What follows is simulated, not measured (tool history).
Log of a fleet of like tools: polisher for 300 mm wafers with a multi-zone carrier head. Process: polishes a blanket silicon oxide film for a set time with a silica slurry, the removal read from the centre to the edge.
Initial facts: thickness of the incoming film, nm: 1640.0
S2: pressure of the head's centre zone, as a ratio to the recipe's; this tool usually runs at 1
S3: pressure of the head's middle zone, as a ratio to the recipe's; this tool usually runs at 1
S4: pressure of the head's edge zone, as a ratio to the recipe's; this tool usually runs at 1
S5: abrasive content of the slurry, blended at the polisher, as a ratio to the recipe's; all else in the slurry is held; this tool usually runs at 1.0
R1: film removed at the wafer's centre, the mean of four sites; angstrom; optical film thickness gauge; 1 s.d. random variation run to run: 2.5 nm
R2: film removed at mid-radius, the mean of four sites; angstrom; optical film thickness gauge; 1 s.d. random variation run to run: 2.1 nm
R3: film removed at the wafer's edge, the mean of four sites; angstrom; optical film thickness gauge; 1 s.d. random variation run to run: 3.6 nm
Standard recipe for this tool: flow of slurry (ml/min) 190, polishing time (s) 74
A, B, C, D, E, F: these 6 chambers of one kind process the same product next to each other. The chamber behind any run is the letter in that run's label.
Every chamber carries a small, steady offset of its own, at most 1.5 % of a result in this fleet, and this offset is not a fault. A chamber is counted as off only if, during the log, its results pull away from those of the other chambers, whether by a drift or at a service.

-- hour=0.7 chamber F: worn pad replaced by a new one
-- hour=1.3 chamber D: worn pad replaced by a new one
run 1F hour=4.5 | flow_of_slurry_(ml/min)=190 S2=1 S3=1 S4=1 S5=1.0 polishing_time_(s)=74 | R1=3572.6 R2=3516.3 R3=3606.7
run 2D hour=7.7 | flow_of_slurry_(ml/min)=190 S2=1 S3=1 S4=1 S5=1.0 polishing_time_(s)=74 | R1=3550.1 R2=3570.0 R3=3554.3
-- hour=10.8 chamber A: edge zone pressure recalibrated
run 3C hour=10.9 | flow_of_slurry_(ml/min)=190 S2=1 S3=1 S4=1 S5=1.0 polishing_time_(s)=74 | R1=3676.8 R2=3601.0 R3=3513.4
-- hour=14.6 chamber E: worn pad replaced by a new one
run 4B hour=14.6 | flow_of_slurry_(ml/min)=190 S2=1 S3=1 S4=1 S5=1.0 polishing_time_(s)=74 | R1=3579.5 R2=3596.9 R3=3578.3
run 5E hour=17.5 | flow_of_slurry_(ml/min)=190 S2=1 S3=1 S4=1 S5=1.0 polishing_time_(s)=74 | R1=3570.0 R2=3562.1 R3=3587.6
run 6A hour=22.6 | flow_of_slurry_(ml/min)=190 S2=1 S3=1 S4=1 S5=1.0 polishing_time_(s)=74 | R1=3500.8 R2=3575.3 R3=3520.3
-- hour=26.4 chamber B: worn pad replaced by a new one
-- hour=26.7 chamber C: slurry nozzle cleaned
run 7F hour=26.7 | flow_of_slurry_(ml/min)=190 S2=1 S3=1 S4=1 S5=1.0 polishing_time_(s)=74 | R1=3520.9 R2=3555.9 R3=3492.6
run 8D hour=31.4 | flow_of_slurry_(ml/min)=190 S2=1 S3=1 S4=1 S5=1.0 polishing_time_(s)=74 | R1=3606.7 R2=3552.5 R3=3508.8
-- hour=32.8 chamber B: slurry nozzle cleaned
run 9E hour=34.3 | flow_of_slurry_(ml/min)=190 S2=1 S3=1 S4=1 S5=1.0 polishing_time_(s)=74 | R1=3572.6 R2=3561.7 R3=3578.7
run 10C hour=38.4 | flow_of_slurry_(ml/min)=190 S2=1 S3=1 S4=1 S5=1.0 polishing_time_(s)=74 | R1=3628.0 R2=3599.6 R3=3533.8
run 11B hour=42.1 | flow_of_slurry_(ml/min)=190 S2=1 S3=1 S4=1 S5=1.0 polishing_time_(s)=74 | R1=3552.0 R2=3517.0 R3=3559.3
run 12A hour=46.9 | flow_of_slurry_(ml/min)=190 S2=1 S3=1 S4=1 S5=1.0 polishing_time_(s)=74 | R1=3537.3 R2=3564.1 R3=3546.8
run 13A hour=52.1 | flow_of_slurry_(ml/min)=190 S2=1 S3=1 S4=1 S5=1.0 polishing_time_(s)=74 | R1=3544.4 R2=3585.5 R3=3498.3
run 14D hour=54.8 | flow_of_slurry_(ml/min)=190 S2=1 S3=1 S4=1 S5=1.0 polishing_time_(s)=74 | R1=3625.8 R2=3558.8 R3=3565.8
run 15C hour=59.2 | flow_of_slurry_(ml/min)=190 S2=1 S3=1 S4=1 S5=1.0 polishing_time_(s)=93 | R1=4532.3 R2=4521.6 R3=4504.3
run 16F hour=63.7 | flow_of_slurry_(ml/min)=190 S2=1 S3=1 S4=1 S5=1.0 polishing_time_(s)=93 | R1=4468.7 R2=4469.7 R3=4480.2
run 17B hour=67.2 | flow_of_slurry_(ml/min)=190 S2=1 S3=1 S4=1 S5=1.0 polishing_time_(s)=93 | R1=4501.6 R2=4493.8 R3=4519.8
run 18E hour=72.3 | flow_of_slurry_(ml/min)=190 S2=1 S3=1 S4=1 S5=1.0 polishing_time_(s)=93 | R1=4500.6 R2=4451.8 R3=4467.5
run 19A hour=74.9 | flow_of_slurry_(ml/min)=190 S2=1 S3=1 S4=1 S5=1.0 polishing_time_(s)=93 | R1=4448.3 R2=4450.5 R3=4441.7
run 20F hour=79.9 | flow_of_slurry_(ml/min)=190 S2=1 S3=1 S4=1 S5=1.0 polishing_time_(s)=93 | R1=4452.3 R2=4450.9 R3=4424.7
run 21C hour=82.2 | flow_of_slurry_(ml/min)=255 S2=1 S3=1 S4=1 S5=1.0 polishing_time_(s)=74 | R1=3755.9 R2=3703.9 R3=3636.8
-- hour=83.2 chamber A: worn pad replaced by a new one
-- hour=86.0 chamber C: worn pad replaced by a new one
run 22D hour=86.4 | flow_of_slurry_(ml/min)=255 S2=1 S3=1 S4=1 S5=1.0 polishing_time_(s)=74 | R1=3684.6 R2=3716.4 R3=3739.9
run 23B hour=88.8 | flow_of_slurry_(ml/min)=255 S2=1 S3=1 S4=1 S5=1.0 polishing_time_(s)=74 | R1=3728.4 R2=3677.2 R3=3724.1
run 24E hour=91.6 | flow_of_slurry_(ml/min)=255 S2=1 S3=1 S4=1 S5=1.0 polishing_time_(s)=74 | R1=3737.3 R2=3693.1 R3=3632.9
run 25C hour=96.8 | flow_of_slurry_(ml/min)=255 S2=1 S3=1 S4=1 S5=1.0 polishing_time_(s)=74 | R1=3723.5 R2=3671.0 R3=3685.0
run 26F hour=100.4 | flow_of_slurry_(ml/min)=255 S2=1 S3=1 S4=1 S5=1.0 polishing_time_(s)=74 | R1=3666.3 R2=3702.8 R3=3642.8
run 27B hour=102.8 | flow_of_slurry_(ml/min)=190 S2=1 S3=1 S4=1 S5=1.0 polishing_time_(s)=74 | R1=3563.8 R2=3549.0 R3=3586.4
run 28A hour=108.0 | flow_of_slurry_(ml/min)=190 S2=1 S3=1 S4=1 S5=1.0 polishing_time_(s)=74 | R1=3529.9 R2=3545.8 R3=3473.0
-- hour=109.6 chamber B: worn pad replaced by a new one
run 29D hour=111.0 | flow_of_slurry_(ml/min)=190 S2=1 S3=1 S4=1 S5=1.0 polishing_time_(s)=74 | R1=3549.8 R2=3599.7 R3=3567.4
run 30E hour=113.3 | flow_of_slurry_(ml/min)=190 S2=1 S3=1 S4=1 S5=1.2 polishing_time_(s)=74 | R1=3841.7 R2=3840.7 R3=3890.7
-- hour=116.8 chamber E: worn pad replaced by a new one
-- hour=116.8 chamber D: worn pad replaced by a new one
run 31A hour=117.3 | flow_of_slurry_(ml/min)=190 S2=1 S3=1 S4=1 S5=1.2 polishing_time_(s)=74 | R1=3809.6 R2=3830.3 R3=3871.2
run 32E hour=121.9 | flow_of_slurry_(ml/min)=190 S2=1 S3=1 S4=1 S5=1.2 polishing_time_(s)=74 | R1=3876.9 R2=3858.6 R3=3856.2
run 33C hour=125.1 | flow_of_slurry_(ml/min)=190 S2=1 S3=1 S4=1 S5=1.2 polishing_time_(s)=74 | R1=3891.3 R2=3872.1 R3=3809.0
run 34F hour=129.4 | flow_of_slurry_(ml/min)=190 S2=1 S3=1 S4=1 S5=1.2 polishing_time_(s)=74 | R1=3894.0 R2=3873.0 R3=3871.4
run 35B hour=132.4 | flow_of_slurry_(ml/min)=190 S2=1 S3=1 S4=1 S5=1.2 polishing_time_(s)=74 | R1=3879.6 R2=3808.2 R3=3916.3
run 36D hour=135.7 | flow_of_slurry_(ml/min)=190 S2=1 S3=1 S4=1 S5=0.7 polishing_time_(s)=56 | R1=2260.3 R2=2246.4 R3=2236.1
run 37A hour=138.3 | flow_of_slurry_(ml/min)=190 S2=1 S3=1 S4=1 S5=0.7 polishing_time_(s)=56 | R1=2223.4 R2=2226.4 R3=2234.3

Next, every chamber runs the same settings. What will each give?
run 38A hour=142.1 | flow_of_slurry_(ml/min)=190 S2=1 S3=1 S4=1 S5=1.0 polishing_time_(s)=88 | R1=? R2=? R3=?
run 38B hour=142.1 | flow_of_slurry_(ml/min)=190 S2=1 S3=1 S4=1 S5=1.0 polishing_time_(s)=88 | R1=? R2=? R3=?
run 38C hour=142.1 | flow_of_slurry_(ml/min)=190 S2=1 S3=1 S4=1 S5=1.0 polishing_time_(s)=88 | R1=? R2=? R3=?
run 38D hour=142.1 | flow_of_slurry_(ml/min)=190 S2=1 S3=1 S4=1 S5=1.0 polishing_time_(s)=88 | R1=? R2=? R3=?
run 38E hour=142.1 | flow_of_slurry_(ml/min)=190 S2=1 S3=1 S4=1 S5=1.0 polishing_time_(s)=88 | R1=? R2=? R3=?
run 38F hour=142.1 | flow_of_slurry_(ml/min)=190 S2=1 S3=1 S4=1 S5=1.0 polishing_time_(s)=88 | R1=? R2=? R3=?

run=38A R1=4183.8 R2=4178.2 R3=4185.1
run=38B R1=4259.5 R2=4254.5 R3=4273.8
run=38C R1=4318.7 R2=4273.9 R3=4299.2
run=38D R1=4248.2 R2=4241.8 R3=4251.4
run=38E R1=4241.7 R2=4207.6 R3=4160.9
run=38F R1=4236.0 R2=4221.8 R3=4161.5
